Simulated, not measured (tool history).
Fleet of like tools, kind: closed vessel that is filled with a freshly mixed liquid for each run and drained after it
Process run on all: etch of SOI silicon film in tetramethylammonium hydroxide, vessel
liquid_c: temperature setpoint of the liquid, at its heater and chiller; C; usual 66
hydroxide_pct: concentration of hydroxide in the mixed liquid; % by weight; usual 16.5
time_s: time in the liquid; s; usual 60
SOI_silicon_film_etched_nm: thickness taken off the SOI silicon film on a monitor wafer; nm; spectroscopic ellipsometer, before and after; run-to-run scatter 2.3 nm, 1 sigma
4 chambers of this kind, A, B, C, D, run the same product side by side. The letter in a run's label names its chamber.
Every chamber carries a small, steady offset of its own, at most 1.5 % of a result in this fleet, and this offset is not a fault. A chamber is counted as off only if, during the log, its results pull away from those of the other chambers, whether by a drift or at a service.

run	hour	liquid_c	hydroxide_pct	time_s	read-back film thickness of the SOI silicon film reference wafer, read on the same gauge (nm)	SOI_silicon_film_etched_nm
1D	5.7	66	16.5	60	99.992	272.35
2B	14.3	66	16.5	60	100.03	271.36
3C	22.7	66	16.5	60	100	270.5
4A	31.5	66	16.5	60	100.02	264.48
5B	37.2	66	16.5	60	99.998	274.57
6C	41.6	66	16.5	60	100.03	268.37
7D	46.9	60.5	14	60	100.01	212.07
8A	52	60.5	14	60	100	207.56
9A	59.8	60.5	14	60	99.984	203.71
10B	66.5	60.5	14	60	99.995	206.91
11C	75	66	16.5	60	99.973	268.72
12D	82.7	66	16.5	60	99.976	276.61
13D	89.3	70.5	16.5	60	100.01	355.31
# hour 90.4: chamber C: thermometer replaced
14A	95.8	70.5	16.5	60	100.02	350.64
15B	100.3	70.5	16.5	60	100.02	363.33
16C	104.2	70.5	16.5	60	100.01	352.89
17A	111.2	66	16.5	60	99.997	270.35
18C	117.3	66	16.5	60	100	271.2
19D	125.7	66	16.5	45	100.01	204.63
20B	134.1	66	16.5	45	99.997	214.95
21C	139.5	66	16.5	45	100	200.72
22A	144.9	66	16.5	45	99.971	203.23
23D	152.3	66	16.5	60	100.01	274.87
24B	158.2	66	16.5	60	100	290.4
25D	163.7	66	16.5	60	100.01	275.9

Does one chamber stand apart from the rest, does the shared gauge drift, or is all well apart from small per-chamber offsets? Give the chamber and the most likely cause, where there is one.

Chamber B drifts away from the others.
Cause: liquid hotter than its thermometer reads (K) = 1.5.

Which of the 4 candidates below, each the usual settings with something changed and its results left as question marks, puts chamber B back in line with what the other chambers give on the usual settings?
Allowed miss from the other chambers' usual-settings mean, per result, to count as in line: SOI_silicon_film_etched_nm 8 nm
26B-1	170.2	67.5	16.5	60		?
26B-2	170.2	66	16.5	55		?
26B-3	170.2	66	17	50		?
26B-4	170.2	69	16	60		?

On the usual settings, the other chambers give on average: SOI_silicon_film_etched_nm 271.01 nm
run	SOI_silicon_film_etched_nm
26B-1	324.44
26B-2	271.6
26B-3	244.18
26B-4	358.68
It is 26B-2 that realigns the chamber with its peers.
